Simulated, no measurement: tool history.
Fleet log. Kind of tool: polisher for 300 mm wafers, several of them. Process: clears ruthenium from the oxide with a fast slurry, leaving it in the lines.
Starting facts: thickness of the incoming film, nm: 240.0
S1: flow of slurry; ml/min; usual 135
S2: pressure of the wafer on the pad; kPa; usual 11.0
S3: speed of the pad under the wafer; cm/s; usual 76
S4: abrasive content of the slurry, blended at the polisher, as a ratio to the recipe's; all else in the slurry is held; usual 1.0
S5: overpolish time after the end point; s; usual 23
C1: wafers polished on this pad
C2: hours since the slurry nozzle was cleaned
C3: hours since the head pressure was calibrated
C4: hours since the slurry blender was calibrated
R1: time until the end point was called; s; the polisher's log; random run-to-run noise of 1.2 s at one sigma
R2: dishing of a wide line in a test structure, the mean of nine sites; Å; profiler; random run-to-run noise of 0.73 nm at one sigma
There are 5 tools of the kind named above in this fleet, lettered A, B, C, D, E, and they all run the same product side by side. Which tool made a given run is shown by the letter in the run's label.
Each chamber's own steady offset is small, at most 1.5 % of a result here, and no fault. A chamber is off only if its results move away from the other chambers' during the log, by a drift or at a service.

{"run": "1C", "hour": 3.0, "S1": 135, "S2": 11.0, "S3": 76, "S4": 1.0, "S5": 23, "C1": 896, "C2": 104.9, "C3": 122.1, "C4": 129.2, "R1": 139.67, "R2": 324.68}
{"hour": 4.8, "done": "chamber C: slurry blender recalibrated"}
{"run": "2E", "hour": 5.8, "S1": 135, "S2": 11.0, "S3": 76, "S4": 1.0, "S5": 23, "C1": 1086, "C2": 90.8, "C3": 382.7, "C4": 112.6, "R1": 138.17, "R2": 321.86}
{"run": "3D", "hour": 10.7, "S1": 135, "S2": 11.0, "S3": 76, "S4": 1.0, "S5": 23, "C1": 801, "C2": 147.4, "C3": 13.0, "C4": 199.3, "R1": 141.51, "R2": 316.15}
{"run": "4B", "hour": 14.8, "S1": 135, "S2": 11.0, "S3": 76, "S4": 1.0, "S5": 23, "C1": 392, "C2": 199.4, "C3": 64.9, "C4": 136.7, "R1": 139.89, "R2": 315.8}
{"run": "5A", "hour": 19.8, "S1": 135, "S2": 11.0, "S3": 76, "S4": 1.0, "S5": 23, "C1": 477, "C2": 271.5, "C3": 443.7, "C4": 284.5, "R1": 138.05, "R2": 339.55}
{"hour": 20.6, "done": "chamber E: worn pad replaced by a new one"}
{"run": "6E", "hour": 22.1, "S1": 135, "S2": 11.0, "S3": 76, "S4": 1.0, "S5": 23, "C1": 13, "C2": 107.1, "C3": 399.0, "C4": 128.9, "R1": 137.11, "R2": 324.22}
{"run": "7A", "hour": 25.8, "S1": 135, "S2": 11.0, "S3": 76, "S4": 1.0, "S5": 23, "C1": 526, "C2": 277.5, "C3": 449.7, "C4": 290.5, "R1": 139.15, "R2": 336.85}
{"run": "8D", "hour": 29.1, "S1": 135, "S2": 11.0, "S3": 76, "S4": 1.0, "S5": 23, "C1": 954, "C2": 165.8, "C3": 31.4, "C4": 217.7, "R1": 141.42, "R2": 331.11}
{"hour": 34.1, "done": "chamber A: slurry nozzle cleaned"}
{"run": "9B", "hour": 34.1, "S1": 160, "S2": 11.0, "S3": 76, "S4": 1.0, "S5": 23, "C1": 552, "C2": 218.7, "C3": 84.2, "C4": 156.0, "R1": 137.56, "R2": 337.71}
{"run": "10C", "hour": 39.0, "S1": 160, "S2": 11.0, "S3": 76, "S4": 1.0, "S5": 23, "C1": 1195, "C2": 140.9, "C3": 158.1, "C4": 34.2, "R1": 135.81, "R2": 335.99}
{"hour": 41.4, "done": "chamber C: worn pad replaced by a new one"}
{"run": "11B", "hour": 43.4, "S1": 160, "S2": 11.0, "S3": 76, "S4": 1.0, "S5": 23, "C1": 630, "C2": 228.0, "C3": 93.5, "C4": 165.3, "R1": 138.52, "R2": 329.41}
{"run": "12D", "hour": 47.6, "S1": 160, "S2": 11.0, "S3": 76, "S4": 1.0, "S5": 23, "C1": 1108, "C2": 184.3, "C3": 49.9, "C4": 236.2, "R1": 137.41, "R2": 322.08}
{"run": "13A", "hour": 50.0, "S1": 160, "S2": 11.0, "S3": 76, "S4": 1.0, "S5": 23, "C1": 727, "C2": 15.9, "C3": 473.9, "C4": 314.7, "R1": 135.32, "R2": 346.47}
{"run": "14C", "hour": 53.4, "S1": 135, "S2": 11.0, "S3": 76, "S4": 1.0, "S5": 23, "C1": 100, "C2": 155.3, "C3": 172.5, "C4": 48.6, "R1": 138.54, "R2": 333.01}
{"run": "15E", "hour": 56.9, "S1": 135, "S2": 11.0, "S3": 76, "S4": 1.0, "S5": 23, "C1": 302, "C2": 141.9, "C3": 433.8, "C4": 163.7, "R1": 137.13, "R2": 316.8}
{"run": "16E", "hour": 61.8, "S1": 135, "S2": 11.0, "S3": 76, "S4": 1.0, "S5": 23, "C1": 342, "C2": 146.8, "C3": 438.7, "C4": 168.6, "R1": 137.83, "R2": 333.16}
{"hour": 62.4, "done": "chamber D: worn pad replaced by a new one"}
{"run": "17B", "hour": 64.2, "S1": 135, "S2": 11.0, "S3": 76, "S4": 1.0, "S5": 23, "C1": 802, "C2": 248.8, "C3": 114.3, "C4": 186.1, "R1": 145.47, "R2": 309.37}
{"run": "18A", "hour": 67.5, "S1": 135, "S2": 11.0, "S3": 76, "S4": 1.0, "S5": 23, "C1": 873, "C2": 33.4, "C3": 491.4, "C4": 332.2, "R1": 141.37, "R2": 322.32}
{"run": "19D", "hour": 71.2, "S1": 135, "S2": 11.0, "S3": 76, "S4": 1.0, "S5": 23, "C1": 73, "C2": 207.9, "C3": 73.5, "C4": 259.8, "R1": 142.45, "R2": 328.82}
{"run": "20C", "hour": 74.0, "S1": 135, "S2": 11.0, "S3": 76, "S4": 1.0, "S5": 23, "C1": 271, "C2": 175.9, "C3": 193.1, "C4": 69.2, "R1": 138.65, "R2": 337.7}
{"run": "21E", "hour": 78.0, "S1": 135, "S2": 11.0, "S3": 76, "S4": 1.0, "S5": 23, "C1": 477, "C2": 163.0, "C3": 454.9, "C4": 184.8, "R1": 139.67, "R2": 323.67}
{"run": "22B", "hour": 83.0, "S1": 135, "S2": 11.0, "S3": 76, "S4": 1.0, "S5": 23, "C1": 958, "C2": 267.6, "C3": 133.1, "C4": 204.9, "R1": 148.42, "R2": 311.43}
{"run": "23A", "hour": 88.1, "S1": 165, "S2": 11.0, "S3": 76, "S4": 1.0, "S5": 23, "C1": 1044, "C2": 54.0, "C3": 512.0, "C4": 352.8, "R1": 135.54, "R2": 333.37}
{"run": "24D", "hour": 91.8, "S1": 165, "S2": 11.0, "S3": 76, "S4": 1.0, "S5": 23, "C1": 244, "C2": 228.5, "C3": 94.1, "C4": 280.4, "R1": 136.26, "R2": 338.55}
{"run": "25C", "hour": 95.0, "S1": 165, "S2": 11.0, "S3": 76, "S4": 1.0, "S5": 23, "C1": 445, "C2": 196.9, "C3": 214.1, "C4": 90.2, "R1": 136.21, "R2": 324.82}
{"hour": 95.2, "done": "chamber A: worn pad replaced by a new one"}
{"run": "26D", "hour": 98.1, "S1": 165, "S2": 11.0, "S3": 76, "S4": 1.0, "S5": 23, "C1": 296, "C2": 234.8, "C3": 100.4, "C4": 286.7, "R1": 135.73, "R2": 329.6}
{"hour": 100.7, "done": "chamber B: slurry blender recalibrated"}
{"run": "27C", "hour": 101.5, "S1": 165, "S2": 11.0, "S3": 76, "S4": 1.0, "S5": 23, "C1": 499, "C2": 203.4, "C3": 220.6, "C4": 96.7, "R1": 135.01, "R2": 335.05}
{"run": "28B", "hour": 105.8, "S1": 135, "S2": 11.0, "S3": 76, "S4": 1.0, "S5": 23, "C1": 1148, "C2": 290.4, "C3": 155.9, "C4": 5.2, "R1": 151.13, "R2": 308.62}
{"run": "29A", "hour": 109.5, "S1": 135, "S2": 11.0, "S3": 76, "S4": 1.2, "S5": 23, "C1": 118, "C2": 75.4, "C3": 533.4, "C4": 374.2, "R1": 128.84, "R2": 342.07}
{"run": "30E", "hour": 113.1, "S1": 135, "S2": 11.0, "S3": 76, "S4": 1.2, "S5": 23, "C1": 768, "C2": 198.1, "C3": 490.0, "C4": 219.9, "R1": 127.81, "R2": 352.88}
{"run": "31B", "hour": 115.7, "S1": 135, "S2": 11.0, "S3": 76, "S4": 1.2, "S5": 23, "C1": 1230, "C2": 300.3, "C3": 165.8, "C4": 15.1, "R1": 140.18, "R2": 325.09}

Next, every chamber runs the same settings. What will each give?
{"run": "32A", "hour": 119.5, "S1": 135, "S2": 13.8, "S3": 76, "S4": 1.0, "S5": 23, "R1": "?", "R2": "?"}
{"run": "32B", "hour": 119.5, "S1": 135, "S2": 13.8, "S3": 76, "S4": 1.0, "S5": 23, "R1": "?", "R2": "?"}
{"run": "32C", "hour": 119.5, "S1": 135, "S2": 13.8, "S3": 76, "S4": 1.0, "S5": 23, "R1": "?", "R2": "?"}
{"run": "32D", "hour": 119.5, "S1": 135, "S2": 13.8, "S3": 76, "S4": 1.0, "S5": 23, "R1": "?", "R2": "?"}
{"run": "32E", "hour": 119.5, "S1": 135, "S2": 13.8, "S3": 76, "S4": 1.0, "S5": 23, "R1": "?", "R2": "?"}

run=32A R1=112.27 R2=392.38
run=32B R1=122.52 R2=369.85
run=32C R1=113.11 R2=411.94
run=32D R1=113.03 R2=374.05
run=32E R1=112.13 R2=392.49
